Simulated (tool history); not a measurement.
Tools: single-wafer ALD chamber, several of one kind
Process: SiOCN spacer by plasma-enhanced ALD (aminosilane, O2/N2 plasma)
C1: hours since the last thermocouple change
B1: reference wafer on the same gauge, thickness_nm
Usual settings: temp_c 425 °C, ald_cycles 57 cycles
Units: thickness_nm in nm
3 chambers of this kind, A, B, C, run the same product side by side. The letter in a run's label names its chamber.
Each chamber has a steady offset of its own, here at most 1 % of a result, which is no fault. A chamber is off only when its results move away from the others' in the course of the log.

{"run": "1B", "hour": 3.0, "temp_c": 425, "ald_cycles": 57, "C1": 2334.8, "B1": 2.8431, "thickness_nm": 3.1748}
{"run": "2A", "hour": 9.3, "temp_c": 425, "ald_cycles": 57, "C1": 68.6, "B1": 2.8451, "thickness_nm": 3.154}
{"run": "3C", "hour": 15.4, "temp_c": 425, "ald_cycles": 57, "C1": 437.5, "B1": 2.8429, "thickness_nm": 3.1715}
{"run": "4B", "hour": 18.5, "temp_c": 425, "ald_cycles": 57, "C1": 2350.3, "B1": 2.843, "thickness_nm": 3.1862}
{"run": "5A", "hour": 22.6, "temp_c": 425, "ald_cycles": 57, "C1": 81.9, "B1": 2.8397, "thickness_nm": 3.1399}
{"run": "6C", "hour": 26.1, "temp_c": 411, "ald_cycles": 63, "C1": 448.2, "B1": 2.8401, "thickness_nm": 3.6417}
{"run": "7B", "hour": 30.0, "temp_c": 411, "ald_cycles": 63, "C1": 2361.8, "B1": 2.8387, "thickness_nm": 3.6952}
{"run": "8C", "hour": 32.9, "temp_c": 411, "ald_cycles": 63, "C1": 455.0, "B1": 2.8432, "thickness_nm": 3.6486}
{"run": "9A", "hour": 37.1, "temp_c": 425, "ald_cycles": 57, "C1": 96.4, "B1": 2.8391, "thickness_nm": 3.1484}
{"run": "10B", "hour": 42.4, "temp_c": 438, "ald_cycles": 65, "C1": 2374.2, "B1": 2.8383, "thickness_nm": 3.4929}
{"run": "11C", "hour": 47.3, "temp_c": 438, "ald_cycles": 65, "C1": 469.4, "B1": 2.841, "thickness_nm": 3.4457}
{"run": "12A", "hour": 50.7, "temp_c": 438, "ald_cycles": 65, "C1": 110.0, "B1": 2.8367, "thickness_nm": 3.471}
{"run": "13C", "hour": 53.6, "temp_c": 425, "ald_cycles": 57, "C1": 475.7, "B1": 2.8394, "thickness_nm": 3.1443}
{"run": "14B", "hour": 58.2, "temp_c": 425, "ald_cycles": 57, "C1": 2390.0, "B1": 2.8382, "thickness_nm": 3.2365}
{"run": "15A", "hour": 64.2, "temp_c": 425, "ald_cycles": 57, "C1": 123.5, "B1": 2.8374, "thickness_nm": 3.1781}
{"run": "16C", "hour": 68.6, "temp_c": 416, "ald_cycles": 62, "C1": 490.7, "B1": 2.837, "thickness_nm": 3.5218}
{"run": "17B", "hour": 72.1, "temp_c": 416, "ald_cycles": 62, "C1": 2403.9, "B1": 2.8409, "thickness_nm": 3.5878}
{"run": "18A", "hour": 78.1, "temp_c": 416, "ald_cycles": 62, "C1": 137.4, "B1": 2.839, "thickness_nm": 3.5184}
{"run": "19B", "hour": 82.9, "temp_c": 425, "ald_cycles": 57, "C1": 2414.7, "B1": 2.8418, "thickness_nm": 3.1896}
{"run": "20A", "hour": 88.6, "temp_c": 425, "ald_cycles": 57, "C1": 147.9, "B1": 2.8421, "thickness_nm": 3.148}
{"run": "21C", "hour": 94.1, "temp_c": 425, "ald_cycles": 57, "C1": 516.2, "B1": 2.841, "thickness_nm": 3.114}
{"run": "22C", "hour": 97.1, "temp_c": 425, "ald_cycles": 57, "C1": 519.2, "B1": 2.8429, "thickness_nm": 3.1382}
{"run": "23B", "hour": 99.9, "temp_c": 425, "ald_cycles": 57, "C1": 2431.7, "B1": 2.8425, "thickness_nm": 3.2083}
{"hour": 105.4, "done": "chamber B: thermocouple changed; heater temperature recalibrated"}
{"run": "24A", "hour": 106.1, "temp_c": 425, "ald_cycles": 57, "C1": 165.4, "B1": 2.8369, "thickness_nm": 3.1968}
{"run": "25C", "hour": 110.3, "temp_c": 425, "ald_cycles": 57, "C1": 532.4, "B1": 2.843, "thickness_nm": 3.1627}
{"run": "26B", "hour": 115.1, "temp_c": 425, "ald_cycles": 64, "C1": 9.7, "B1": 2.8358, "thickness_nm": 3.596}
{"run": "27A", "hour": 119.2, "temp_c": 425, "ald_cycles": 64, "C1": 178.5, "B1": 2.8357, "thickness_nm": 3.5594}
{"run": "28B", "hour": 124.2, "temp_c": 425, "ald_cycles": 64, "C1": 18.8, "B1": 2.8398, "thickness_nm": 3.5783}
{"run": "29C", "hour": 129.1, "temp_c": 425, "ald_cycles": 57, "C1": 551.2, "B1": 2.8406, "thickness_nm": 3.1498}
{"run": "30A", "hour": 133.0, "temp_c": 425, "ald_cycles": 57, "C1": 192.3, "B1": 2.8368, "thickness_nm": 3.1553}
{"run": "31B", "hour": 136.7, "temp_c": 425, "ald_cycles": 57, "C1": 31.3, "B1": 2.8397, "thickness_nm": 3.19}
{"run": "32C", "hour": 140.7, "temp_c": 439, "ald_cycles": 57, "C1": 562.8, "B1": 2.839, "thickness_nm": 3.0046}
{"run": "33A", "hour": 143.9, "temp_c": 439, "ald_cycles": 57, "C1": 203.2, "B1": 2.8445, "thickness_nm": 3.0209}
{"run": "34A", "hour": 148.5, "temp_c": 439, "ald_cycles": 57, "C1": 207.8, "B1": 2.838, "thickness_nm": 3.0181}
{"run": "35B", "hour": 153.3, "temp_c": 425, "ald_cycles": 57, "C1": 47.9, "B1": 2.8416, "thickness_nm": 3.1969}
{"run": "36C", "hour": 159.2, "temp_c": 425, "ald_cycles": 57, "C1": 581.3, "B1": 2.8403, "thickness_nm": 3.1626}
{"run": "37B", "hour": 164.2, "temp_c": 425, "ald_cycles": 57, "C1": 58.8, "B1": 2.837, "thickness_nm": 3.1814}
{"run": "38C", "hour": 167.9, "temp_c": 425, "ald_cycles": 57, "C1": 590.0, "B1": 2.8375, "thickness_nm": 3.1435}
{"run": "39A", "hour": 173.5, "temp_c": 432, "ald_cycles": 57, "C1": 232.8, "B1": 2.8406, "thickness_nm": 3.0759}
{"run": "40B", "hour": 178.8, "temp_c": 432, "ald_cycles": 57, "C1": 73.4, "B1": 2.8399, "thickness_nm": 3.136}
{"run": "41C", "hour": 183.3, "temp_c": 432, "ald_cycles": 57, "C1": 605.4, "B1": 2.8418, "thickness_nm": 3.0643}
{"run": "42A", "hour": 189.6, "temp_c": 425, "ald_cycles": 57, "C1": 248.9, "B1": 2.8408, "thickness_nm": 3.1745}
{"run": "43B", "hour": 192.6, "temp_c": 425, "ald_cycles": 57, "C1": 87.2, "B1": 2.8395, "thickness_nm": 3.1967}

Next, every chamber runs the same settings. What will each give?
{"run": "44A", "hour": 197.2, "temp_c": 425, "ald_cycles": 57, "thickness_nm": "?"}
{"run": "44B", "hour": 197.2, "temp_c": 425, "ald_cycles": 57, "thickness_nm": "?"}
{"run": "44C", "hour": 197.2, "temp_c": 425, "ald_cycles": 57, "thickness_nm": "?"}

run=44A thickness_nm=3.1537
run=44B thickness_nm=3.1669
run=44C thickness_nm=3.1636
